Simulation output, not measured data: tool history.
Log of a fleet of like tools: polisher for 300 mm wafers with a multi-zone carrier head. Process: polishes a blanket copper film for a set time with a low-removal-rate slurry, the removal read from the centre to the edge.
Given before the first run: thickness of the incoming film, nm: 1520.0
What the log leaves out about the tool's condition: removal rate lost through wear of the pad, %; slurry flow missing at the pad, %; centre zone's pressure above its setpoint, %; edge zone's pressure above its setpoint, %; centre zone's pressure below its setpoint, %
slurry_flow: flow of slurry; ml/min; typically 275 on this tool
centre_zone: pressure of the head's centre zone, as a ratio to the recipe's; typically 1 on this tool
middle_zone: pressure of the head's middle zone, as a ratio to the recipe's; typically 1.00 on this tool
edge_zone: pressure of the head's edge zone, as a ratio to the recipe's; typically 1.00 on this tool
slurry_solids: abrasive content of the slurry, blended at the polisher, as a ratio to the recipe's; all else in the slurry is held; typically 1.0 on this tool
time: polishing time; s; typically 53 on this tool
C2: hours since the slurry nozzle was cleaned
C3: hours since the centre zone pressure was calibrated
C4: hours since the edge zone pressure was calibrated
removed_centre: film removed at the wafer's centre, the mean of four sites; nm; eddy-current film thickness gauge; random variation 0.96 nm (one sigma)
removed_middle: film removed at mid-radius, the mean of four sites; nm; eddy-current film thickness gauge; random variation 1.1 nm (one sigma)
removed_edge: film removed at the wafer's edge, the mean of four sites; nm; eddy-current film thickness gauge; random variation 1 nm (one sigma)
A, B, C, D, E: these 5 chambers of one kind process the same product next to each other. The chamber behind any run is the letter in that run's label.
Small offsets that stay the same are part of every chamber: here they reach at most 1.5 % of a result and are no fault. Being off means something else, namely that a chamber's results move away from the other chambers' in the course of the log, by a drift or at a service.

{"day": 0.142, "done": "chamber E: worn pad replaced by a new one"}
{"run": "1E", "day": 0.521, "slurry_flow": 275, "centre_zone": 1, "middle_zone": 1.0, "edge_zone": 1.0, "slurry_solids": 1.0, "time": 53, "wafers polished on this pad": 76, "C2": 525.0, "C3": 371.9, "C4": 632.6, "removed_centre": 105.65, "removed_middle": 104.91, "removed_edge": 107.01}
{"run": "2A", "day": 1.008, "slurry_flow": 275, "centre_zone": 1, "middle_zone": 1.0, "edge_zone": 1.0, "slurry_solids": 1.0, "time": 53, "wafers polished on this pad": 265, "C2": 58.1, "C3": 655.2, "C4": 149.1, "removed_centre": 102.96, "removed_middle": 104.45, "removed_edge": 105.2}
{"run": "3B", "day": 1.333, "slurry_flow": 275, "centre_zone": 1, "middle_zone": 1.0, "edge_zone": 1.0, "slurry_solids": 1.0, "time": 53, "wafers polished on this pad": 455, "C2": 50.1, "C3": 442.9, "C4": 323.1, "removed_centre": 105.13, "removed_middle": 107.64, "removed_edge": 106.18}
{"run": "4D", "day": 1.8, "slurry_flow": 275, "centre_zone": 1, "middle_zone": 1.0, "edge_zone": 1.0, "slurry_solids": 1.0, "time": 53, "wafers polished on this pad": 604, "C2": 626.4, "C3": 203.8, "C4": 90.1, "removed_centre": 103.39, "removed_middle": 104.88, "removed_edge": 103.95}
{"run": "5C", "day": 2.129, "slurry_flow": 275, "centre_zone": 1, "middle_zone": 0.96, "edge_zone": 1.07, "slurry_solids": 1.0, "time": 53, "wafers polished on this pad": 677, "C2": 113.4, "C3": 173.0, "C4": 143.4, "removed_centre": 104.98, "removed_middle": 100.42, "removed_edge": 109.72}
{"run": "6E", "day": 2.496, "slurry_flow": 275, "centre_zone": 1, "middle_zone": 0.96, "edge_zone": 1.07, "slurry_solids": 1.0, "time": 53, "wafers polished on this pad": 470, "C2": 572.4, "C3": 419.3, "C4": 680.0, "removed_centre": 106.85, "removed_middle": 100.61, "removed_edge": 112.04}
{"day": 2.812, "done": "chamber A: worn pad replaced by a new one"}
{"run": "7C", "day": 2.9, "slurry_flow": 275, "centre_zone": 1, "middle_zone": 0.96, "edge_zone": 1.07, "slurry_solids": 1.0, "time": 53, "wafers polished on this pad": 831, "C2": 131.9, "C3": 191.5, "C4": 161.9, "removed_centre": 105.36, "removed_middle": 101.05, "removed_edge": 108.4}
{"run": "8B", "day": 3.271, "slurry_flow": 275, "centre_zone": 1, "middle_zone": 0.96, "edge_zone": 1.07, "slurry_solids": 1.0, "time": 53, "wafers polished on this pad": 841, "C2": 96.6, "C3": 489.4, "C4": 369.6, "removed_centre": 105.36, "removed_middle": 102.39, "removed_edge": 108.36}
{"day": 3.575, "done": "chamber D: worn pad replaced by a new one"}
{"run": "9D", "day": 3.788, "slurry_flow": 275, "centre_zone": 1, "middle_zone": 0.96, "edge_zone": 1.07, "slurry_solids": 1.0, "time": 53, "wafers polished on this pad": 43, "C2": 674.1, "C3": 251.5, "C4": 137.8, "removed_centre": 104.88, "removed_middle": 101.21, "removed_edge": 109.6}
{"run": "10A", "day": 4.279, "slurry_flow": 275, "centre_zone": 1, "middle_zone": 1.0, "edge_zone": 1.0, "slurry_solids": 1.0, "time": 53, "wafers polished on this pad": 293, "C2": 136.6, "C3": 733.7, "C4": 227.6, "removed_centre": 103.43, "removed_middle": 103.9, "removed_edge": 104.9}
{"day": 4.308, "done": "chamber E: worn pad replaced by a new one"}
{"day": 4.475, "done": "chamber D: slurry nozzle cleaned"}
{"run": "11C", "day": 4.533, "slurry_flow": 275, "centre_zone": 1, "middle_zone": 1.0, "edge_zone": 1.0, "slurry_solids": 1.0, "time": 53, "wafers polished on this pad": 1157, "C2": 171.1, "C3": 230.7, "C4": 201.1, "removed_centre": 104.77, "removed_middle": 104.19, "removed_edge": 106.17}
{"day": 4.633, "done": "chamber E: slurry nozzle cleaned"}
{"run": "12B", "day": 5.092, "slurry_flow": 275, "centre_zone": 1, "middle_zone": 1.0, "edge_zone": 1.0, "slurry_solids": 1.0, "time": 53, "wafers polished on this pad": 1205, "C2": 140.3, "C3": 533.1, "C4": 413.3, "removed_centre": 106.67, "removed_middle": 105.34, "removed_edge": 106.23}
{"run": "13E", "day": 5.421, "slurry_flow": 275, "centre_zone": 1, "middle_zone": 1.0, "edge_zone": 1.0, "slurry_solids": 1.0, "time": 53, "wafers polished on this pad": 222, "C2": 18.9, "C3": 489.5, "C4": 750.2, "removed_centre": 105.23, "removed_middle": 108.36, "removed_edge": 108.12}
{"day": 5.638, "done": "chamber A: worn pad replaced by a new one"}
{"run": "14A", "day": 5.708, "slurry_flow": 275, "centre_zone": 1, "middle_zone": 1.0, "edge_zone": 0.95, "slurry_solids": 1.1, "time": 53, "wafers polished on this pad": 14, "C2": 170.9, "C3": 768.0, "C4": 261.9, "removed_centre": 104.69, "removed_middle": 106.56, "removed_edge": 104.72}
{"run": "15D", "day": 6.146, "slurry_flow": 275, "centre_zone": 1, "middle_zone": 1.0, "edge_zone": 0.95, "slurry_solids": 1.1, "time": 53, "wafers polished on this pad": 513, "C2": 40.2, "C3": 308.1, "C4": 194.4, "removed_centre": 106.82, "removed_middle": 107.29, "removed_edge": 104.6}
{"run": "16C", "day": 6.554, "slurry_flow": 275, "centre_zone": 1, "middle_zone": 1.0, "edge_zone": 0.95, "slurry_solids": 1.1, "time": 53, "wafers polished on this pad": 1561, "C2": 219.6, "C3": 279.2, "C4": 249.6, "removed_centre": 104.58, "removed_middle": 106.8, "removed_edge": 102.63}
{"run": "17A", "day": 7.012, "slurry_flow": 275, "centre_zone": 1, "middle_zone": 1.0, "edge_zone": 0.95, "slurry_solids": 1.1, "time": 53, "wafers polished on this pad": 274, "C2": 202.2, "C3": 799.3, "C4": 293.2, "removed_centre": 106.48, "removed_middle": 104.99, "removed_edge": 105.58}
{"day": 7.225, "done": "chamber B: worn pad replaced by a new one"}
{"run": "18D", "day": 7.512, "slurry_flow": 275, "centre_zone": 1, "middle_zone": 1.0, "edge_zone": 0.95, "slurry_solids": 1.1, "time": 53, "wafers polished on this pad": 786, "C2": 73.0, "C3": 340.9, "C4": 227.2, "removed_centre": 107.24, "removed_middle": 106.65, "removed_edge": 104.75}
{"run": "19E", "day": 7.929, "slurry_flow": 275, "centre_zone": 1, "middle_zone": 1.0, "edge_zone": 1.0, "slurry_solids": 1.0, "time": 53, "wafers polished on this pad": 723, "C2": 79.1, "C3": 549.7, "C4": 810.4, "removed_centre": 105.28, "removed_middle": 104.71, "removed_edge": 107.61}
{"day": 8.208, "done": "chamber D: worn pad replaced by a new one"}
{"run": "20B", "day": 8.288, "slurry_flow": 275, "centre_zone": 1, "middle_zone": 1.0, "edge_zone": 1.0, "slurry_solids": 1.0, "time": 53, "wafers polished on this pad": 212, "C2": 217.0, "C3": 609.8, "C4": 490.0, "removed_centre": 107.38, "removed_middle": 105.64, "removed_edge": 103.95}
{"day": 8.296, "done": "chamber E: worn pad replaced by a new one"}
{"day": 8.438, "done": "chamber A: worn pad replaced by a new one"}
{"run": "21A", "day": 8.804, "slurry_flow": 275, "centre_zone": 1, "middle_zone": 1.0, "edge_zone": 1.0, "slurry_solids": 1.0, "time": 53, "wafers polished on this pad": 73, "C2": 245.2, "C3": 842.3, "C4": 336.2, "removed_centre": 103.9, "removed_middle": 107.24, "removed_edge": 105.9}
{"run": "22E", "day": 9.333, "slurry_flow": 275, "centre_zone": 1, "middle_zone": 1.0, "edge_zone": 1.0, "slurry_solids": 1.0, "time": 53, "wafers polished on this pad": 207, "C2": 112.8, "C3": 583.4, "C4": 844.1, "removed_centre": 106.55, "removed_middle": 104.9, "removed_edge": 107.92}
{"run": "23C", "day": 9.654, "slurry_flow": 275, "centre_zone": 1, "middle_zone": 1.0, "edge_zone": 0.9, "slurry_solids": 1.0, "time": 53, "wafers polished on this pad": 2179, "C2": 294.0, "C3": 353.6, "C4": 324.0, "removed_centre": 100.27, "removed_middle": 100.12, "removed_edge": 95.562}
{"day": 9.721, "done": "chamber C: edge zone pressure recalibrated"}
{"day": 10.046, "done": "chamber A: slurry nozzle cleaned"}
{"run": "24B", "day": 10.054, "slurry_flow": 275, "centre_zone": 1, "middle_zone": 1.0, "edge_zone": 0.9, "slurry_solids": 1.0, "time": 53, "wafers polished on this pad": 564, "C2": 259.4, "C3": 652.2, "C4": 532.4, "removed_centre": 105.65, "removed_middle": 104.24, "removed_edge": 100.93}
{"run": "25D", "day": 10.462, "slurry_flow": 275, "centre_zone": 1, "middle_zone": 1.0, "edge_zone": 0.9, "slurry_solids": 1.0, "time": 53, "wafers polished on this pad": 450, "C2": 143.8, "C3": 411.7, "C4": 298.0, "removed_centre": 104.76, "removed_middle": 101.81, "removed_edge": 97.436}
{"run": "26D", "day": 10.971, "slurry_flow": 275, "centre_zone": 1, "middle_zone": 1.0, "edge_zone": 0.9, "slurry_solids": 1.0, "time": 53, "wafers polished on this pad": 551, "C2": 156.0, "C3": 423.9, "C4": 310.2, "removed_centre": 105.22, "removed_middle": 104.66, "removed_edge": 98.062}
{"day": 11.154, "done": "chamber A: worn pad replaced by a new one"}
{"run": "27A", "day": 11.35, "slurry_flow": 275, "centre_zone": 1, "middle_zone": 1.0, "edge_zone": 0.9, "slurry_solids": 1.0, "time": 53, "wafers polished on this pad": 39, "C2": 31.4, "C3": 903.4, "C4": 397.3, "removed_centre": 102.95, "removed_middle": 105.17, "removed_edge": 101.37}
{"run": "28B", "day": 11.621, "slurry_flow": 275, "centre_zone": 1, "middle_zone": 1.0, "edge_zone": 1.0, "slurry_solids": 1.0, "time": 53, "wafers polished on this pad": 877, "C2": 297.0, "C3": 689.8, "C4": 570.0, "removed_centre": 107.0, "removed_middle": 103.88, "removed_edge": 105.73}
{"run": "29C", "day": 12.125, "slurry_flow": 275, "centre_zone": 1, "middle_zone": 1.0, "edge_zone": 1.0, "slurry_solids": 1.0, "time": 53, "wafers polished on this pad": 2673, "C2": 353.3, "C3": 412.9, "C4": 57.7, "removed_centre": 98.698, "removed_middle": 99.416, "removed_edge": 100.94}
{"day": 12.292, "done": "chamber E: worn pad replaced by a new one"}
{"run": "30E", "day": 12.517, "slurry_flow": 275, "centre_zone": 1, "middle_zone": 1.0, "edge_zone": 1.0, "slurry_solids": 1.0, "time": 53, "wafers polished on this pad": 44, "C2": 189.2, "C3": 659.8, "C4": 920.5, "removed_centre": 106.34, "removed_middle": 106.79, "removed_edge": 107.35}
{"run": "31E", "day": 12.775, "slurry_flow": 275, "centre_zone": 1, "middle_zone": 1.0, "edge_zone": 1.0, "slurry_solids": 1.0, "time": 53, "wafers polished on this pad": 96, "C2": 195.4, "C3": 666.0, "C4": 926.7, "removed_centre": 105.46, "removed_middle": 106.9, "removed_edge": 105.7}
{"run": "32C", "day": 13.15, "slurry_flow": 275, "centre_zone": 1, "middle_zone": 1.0, "edge_zone": 1.0, "slurry_solids": 1.0, "time": 53, "wafers polished on this pad": 2877, "C2": 377.9, "C3": 437.5, "C4": 82.3, "removed_centre": 98.057, "removed_middle": 97.596, "removed_edge": 98.048}
{"run": "33B", "day": 13.442, "slurry_flow": 275, "centre_zone": 1, "middle_zone": 1.0, "edge_zone": 1.0, "slurry_solids": 1.0, "time": 53, "wafers polished on this pad": 1240, "C2": 340.7, "C3": 733.5, "C4": 613.7, "removed_centre": 106.29, "removed_middle": 105.66, "removed_edge": 104.93}
{"day": 13.517, "done": "chamber D: worn pad replaced by a new one"}
{"run": "34A", "day": 13.825, "slurry_flow": 275, "centre_zone": 1, "middle_zone": 1.0, "edge_zone": 1.0, "slurry_solids": 1.0, "time": 53, "wafers polished on this pad": 533, "C2": 90.8, "C3": 962.8, "C4": 456.7, "removed_centre": 104.96, "removed_middle": 104.57, "removed_edge": 105.91}
{"day": 14.129, "done": "chamber A: worn pad replaced by a new one"}
{"run": "35D", "day": 14.167, "slurry_flow": 275, "centre_zone": 1, "middle_zone": 1.0, "edge_zone": 1.0, "slurry_solids": 1.0, "time": 53, "wafers polished on this pad": 130, "C2": 232.7, "C3": 500.6, "C4": 386.9, "removed_centre": 104.93, "removed_middle": 108.14, "removed_edge": 103.75}
{"run": "36C", "day": 14.462, "slurry_flow": 275, "centre_zone": 1, "middle_zone": 1.0, "edge_zone": 1.08, "slurry_solids": 1.0, "time": 53, "wafers polished on this pad": 3139, "C2": 409.4, "C3": 469.0, "C4": 113.8, "removed_centre": 95.607, "removed_middle": 96.917, "removed_edge": 102.79}
{"run": "37A", "day": 14.754, "slurry_flow": 275, "centre_zone": 1, "middle_zone": 1.0, "edge_zone": 1.08, "slurry_solids": 1.0, "time": 53, "wafers polished on this pad": 124, "C2": 113.1, "C3": 985.1, "C4": 479.0, "removed_centre": 105.43, "removed_middle": 104.35, "removed_edge": 110.54}

What goes on in this fleet: one chamber off, a drifting gauge, or nothing beyond the chambers' own small offsets? Name the chamber and the cause, if any.

Chamber C drifts away from the others.
Cause: removal rate lost through wear of the pad, % = 8.19.

Below are 4 candidate recipes for chamber C's next run, each the usual settings with a change, their results shown as question marks. Which of them brings C's results back in line with what the other chambers give on the usual settings?
Maximum distance from the other chambers' mean on the usual settings for a result to count as in line: removed_centre 3.300 nm; removed_middle 4.000 nm; removed_edge 3.600 nm
{"run": "38C-1", "day": 15.171, "slurry_flow": 275, "centre_zone": 1, "middle_zone": 1.0, "edge_zone": 1.01, "slurry_solids": 1.0, "time": 58, "removed_centre": "?", "removed_middle": "?", "removed_edge": "?"}
{"run": "38C-2", "day": 15.171, "slurry_flow": 275, "centre_zone": 1, "middle_zone": 1.0, "edge_zone": 1.0, "slurry_solids": 1.0, "time": 55, "removed_centre": "?", "removed_middle": "?", "removed_edge": "?"}
{"run": "38C-3", "day": 15.171, "slurry_flow": 275, "centre_zone": 1, "middle_zone": 1.0, "edge_zone": 1.0, "slurry_solids": 1.0, "time": 51, "removed_centre": "?", "removed_middle": "?", "removed_edge": "?"}
{"run": "38C-4", "day": 15.171, "slurry_flow": 275, "centre_zone": 1, "middle_zone": 1.0, "edge_zone": 1.0, "slurry_solids": 1.0, "time": 49, "removed_centre": "?", "removed_middle": "?", "removed_edge": "?"}

Other chambers, usual settings, mean: removed_centre 105.390 nm; removed_middle 105.230 nm; removed_edge 105.930 nm
run=38C-1 removed_centre=106.040 removed_middle=105.860 removed_edge=106.700
run=38C-2 removed_centre=100.550 removed_middle=100.390 removed_edge=100.640
run=38C-3 removed_centre=93.239 removed_middle=93.087 removed_edge=93.322
run=38C-4 removed_centre=89.583 removed_middle=89.437 removed_edge=89.663
With 38C-1, the chamber falls back in line with the rest.
